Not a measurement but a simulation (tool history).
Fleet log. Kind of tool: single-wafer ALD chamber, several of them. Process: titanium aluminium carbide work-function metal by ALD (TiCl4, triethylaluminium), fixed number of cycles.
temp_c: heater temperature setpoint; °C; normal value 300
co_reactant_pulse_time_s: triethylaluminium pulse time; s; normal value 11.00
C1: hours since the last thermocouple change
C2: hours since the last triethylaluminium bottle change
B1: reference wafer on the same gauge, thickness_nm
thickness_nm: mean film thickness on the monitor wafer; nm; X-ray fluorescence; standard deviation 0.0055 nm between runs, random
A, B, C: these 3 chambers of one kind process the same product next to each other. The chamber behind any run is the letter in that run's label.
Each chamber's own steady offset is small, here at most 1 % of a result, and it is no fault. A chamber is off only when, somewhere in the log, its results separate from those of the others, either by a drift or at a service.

run 1C hour=8.5 | temp_c=300 co_reactant_pulse_time_s=11.00 | C1=1234.7 C2=154.7 | B1=2.1503 | thickness_nm=2.0369
run 2B hour=13.3 | temp_c=300 co_reactant_pulse_time_s=11.00 | C1=2057.5 C2=906.8 | B1=2.1519 | thickness_nm=2.0305
run 3A hour=18.4 | temp_c=300 co_reactant_pulse_time_s=11.00 | C1=2001.4 C2=996.7 | B1=2.1510 | thickness_nm=2.0284
run 4C hour=25.2 | temp_c=300 co_reactant_pulse_time_s=11.00 | C1=1251.4 C2=171.4 | B1=2.1498 | thickness_nm=2.0302
run 5B hour=32.5 | temp_c=300 co_reactant_pulse_time_s=11.00 | C1=2076.7 C2=926.0 | B1=2.1504 | thickness_nm=2.0320
run 6A hour=38.4 | temp_c=300 co_reactant_pulse_time_s=11.00 | C1=2021.4 C2=1016.7 | B1=2.1493 | thickness_nm=2.0264
run 7B hour=43.0 | temp_c=300 co_reactant_pulse_time_s=11.00 | C1=2087.2 C2=936.5 | B1=2.1499 | thickness_nm=2.0338
run 8C hour=49.9 | temp_c=300 co_reactant_pulse_time_s=11.00 | C1=1276.1 C2=196.1 | B1=2.1503 | thickness_nm=2.0257
run 9A hour=59.2 | temp_c=300 co_reactant_pulse_time_s=11.00 | C1=2042.2 C2=1037.5 | B1=2.1502 | thickness_nm=2.0221
run 10B hour=65.3 | temp_c=300 co_reactant_pulse_time_s=11.00 | C1=2109.5 C2=958.8 | B1=2.1504 | thickness_nm=2.0362
run 11C hour=72.9 | temp_c=300 co_reactant_pulse_time_s=11.00 | C1=1299.1 C2=219.1 | B1=2.1510 | thickness_nm=2.0279
run 12A hour=82.1 | temp_c=300 co_reactant_pulse_time_s=11.00 | C1=2065.1 C2=1060.4 | B1=2.1491 | thickness_nm=2.0197
run 13A hour=86.8 | temp_c=300 co_reactant_pulse_time_s=11.00 | C1=2069.8 C2=1065.1 | B1=2.1490 | thickness_nm=2.0221
run 14B hour=91.5 | temp_c=300 co_reactant_pulse_time_s=11.00 | C1=2135.7 C2=985.0 | B1=2.1519 | thickness_nm=2.0357
run 15C hour=100.8 | temp_c=308 co_reactant_pulse_time_s=14.79 | C1=1327.0 C2=247.0 | B1=2.1496 | thickness_nm=2.1341
run 16C hour=107.7 | temp_c=308 co_reactant_pulse_time_s=14.79 | C1=1333.9 C2=253.9 | B1=2.1497 | thickness_nm=2.1409
run 17A hour=113.0 | temp_c=308 co_reactant_pulse_time_s=14.79 | C1=2096.0 C2=1091.3 | B1=2.1496 | thickness_nm=2.1226
run 18B hour=117.7 | temp_c=300 co_reactant_pulse_time_s=11.00 | C1=2161.9 C2=1011.2 | B1=2.1488 | thickness_nm=2.0315
run 19B hour=126.3 | temp_c=300 co_reactant_pulse_time_s=15.28 | C1=2170.5 C2=1019.8 | B1=2.1492 | thickness_nm=2.0680
run 20A hour=131.2 | temp_c=300 co_reactant_pulse_time_s=15.28 | C1=2114.2 C2=1109.5 | B1=2.1487 | thickness_nm=2.0568
-- hour=133.0 chamber A: triethylaluminium bottle replaced
run 21C hour=139.0 | temp_c=300 co_reactant_pulse_time_s=15.28 | C1=1365.2 C2=285.2 | B1=2.1492 | thickness_nm=2.0754
-- hour=146.7 chamber B: thermocouple changed; heater temperature recalibrated
run 22C hour=148.3 | temp_c=300 co_reactant_pulse_time_s=11.00 | C1=1374.5 C2=294.5 | B1=2.1508 | thickness_nm=2.0323
run 23A hour=153.6 | temp_c=300 co_reactant_pulse_time_s=11.00 | C1=2136.6 C2=20.6 | B1=2.1502 | thickness_nm=2.0211
run 24B hour=161.2 | temp_c=300 co_reactant_pulse_time_s=11.00 | C1=14.5 C2=1054.7 | B1=2.1500 | thickness_nm=1.9932
run 25C hour=169.1 | temp_c=300 co_reactant_pulse_time_s=11.00 | C1=1395.3 C2=315.3 | B1=2.1494 | thickness_nm=2.0367
run 26A hour=173.4 | temp_c=300 co_reactant_pulse_time_s=11.00 | C1=2156.4 C2=40.4 | B1=2.1497 | thickness_nm=2.0264
run 27B hour=177.9 | temp_c=300 co_reactant_pulse_time_s=11.00 | C1=31.2 C2=1071.4 | B1=2.1517 | thickness_nm=1.9944
run 28B hour=185.7 | temp_c=300 co_reactant_pulse_time_s=11.00 | C1=39.0 C2=1079.2 | B1=2.1501 | thickness_nm=1.9944
run 29C hour=191.7 | temp_c=300 co_reactant_pulse_time_s=11.00 | C1=1417.9 C2=337.9 | B1=2.1493 | thickness_nm=2.0323
run 30A hour=198.4 | temp_c=307 co_reactant_pulse_time_s=11.00 | C1=2181.4 C2=65.4 | B1=2.1498 | thickness_nm=2.0716
run 31C hour=204.0 | temp_c=307 co_reactant_pulse_time_s=11.00 | C1=1430.2 C2=350.2 | B1=2.1500 | thickness_nm=2.0923
run 32B hour=212.3 | temp_c=307 co_reactant_pulse_time_s=11.00 | C1=65.6 C2=1105.8 | B1=2.1509 | thickness_nm=2.0450
run 33A hour=217.8 | temp_c=300 co_reactant_pulse_time_s=11.00 | C1=2200.8 C2=84.8 | B1=2.1504 | thickness_nm=2.0189
run 34C hour=223.0 | temp_c=300 co_reactant_pulse_time_s=11.00 | C1=1449.2 C2=369.2 | B1=2.1502 | thickness_nm=2.0322
run 35A hour=227.3 | temp_c=300 co_reactant_pulse_time_s=11.00 | C1=2210.3 C2=94.3 | B1=2.1490 | thickness_nm=2.0205
run 36B hour=232.6 | temp_c=300 co_reactant_pulse_time_s=11.00 | C1=85.9 C2=1126.1 | B1=2.1504 | thickness_nm=1.9862
run 37A hour=237.1 | temp_c=311 co_reactant_pulse_time_s=14.99 | C1=2220.1 C2=104.1 | B1=2.1508 | thickness_nm=2.1578
run 38B hour=244.6 | temp_c=311 co_reactant_pulse_time_s=14.99 | C1=97.9 C2=1138.1 | B1=2.1483 | thickness_nm=2.1302
run 39C hour=251.6 | temp_c=311 co_reactant_pulse_time_s=14.99 | C1=1477.8 C2=397.8 | B1=2.1493 | thickness_nm=2.1679
run 40B hour=258.5 | temp_c=300 co_reactant_pulse_time_s=11.00 | C1=111.8 C2=1152.0 | B1=2.1495 | thickness_nm=1.9859
run 41A hour=265.0 | temp_c=300 co_reactant_pulse_time_s=11.00 | C1=2248.0 C2=132.0 | B1=2.1493 | thickness_nm=2.0230
run 42C hour=273.0 | temp_c=291 co_reactant_pulse_time_s=7.05 | C1=1499.2 C2=419.2 | B1=2.1489 | thickness_nm=1.8271
run 43A hour=280.5 | temp_c=291 co_reactant_pulse_time_s=7.05 | C1=2263.5 C2=147.5 | B1=2.1515 | thickness_nm=1.8246

Is one chamber off against the others, does the gauge drift, or is nothing wrong? If a chamber is off, say which, and what the likeliest cause is.

The work done on chamber B during a service left it standing apart from the others.
Most likely cause: wafer temperature below the value expected at the setpoint (K) = 4.83.

Below are 4 candidate recipes for chamber B's next run, each the usual settings with a change, their results shown as question marks. Which of them brings B's results back in line with what the other chambers give on the usual settings?
Counts as in line when no further than this from what the other chambers average on the usual settings: thickness_nm 0.0190 nm
run 44B-1 hour=287.4 | temp_c=294 co_reactant_pulse_time_s=10.06 | thickness_nm=?
run 44B-2 hour=287.4 | temp_c=297 co_reactant_pulse_time_s=10.54 | thickness_nm=?
run 44B-3 hour=287.4 | temp_c=300 co_reactant_pulse_time_s=13.57 | thickness_nm=?
run 44B-4 hour=287.4 | temp_c=308 co_reactant_pulse_time_s=11.00 | thickness_nm=?

Usual-settings mean across the other chambers: thickness_nm 2.0257 nm
run=44B-1 thickness_nm=1.9229
run=44B-2 thickness_nm=1.9584
run=44B-3 thickness_nm=2.0196
run=44B-4 thickness_nm=2.0627
It is 44B-3 that realigns the chamber with its peers.
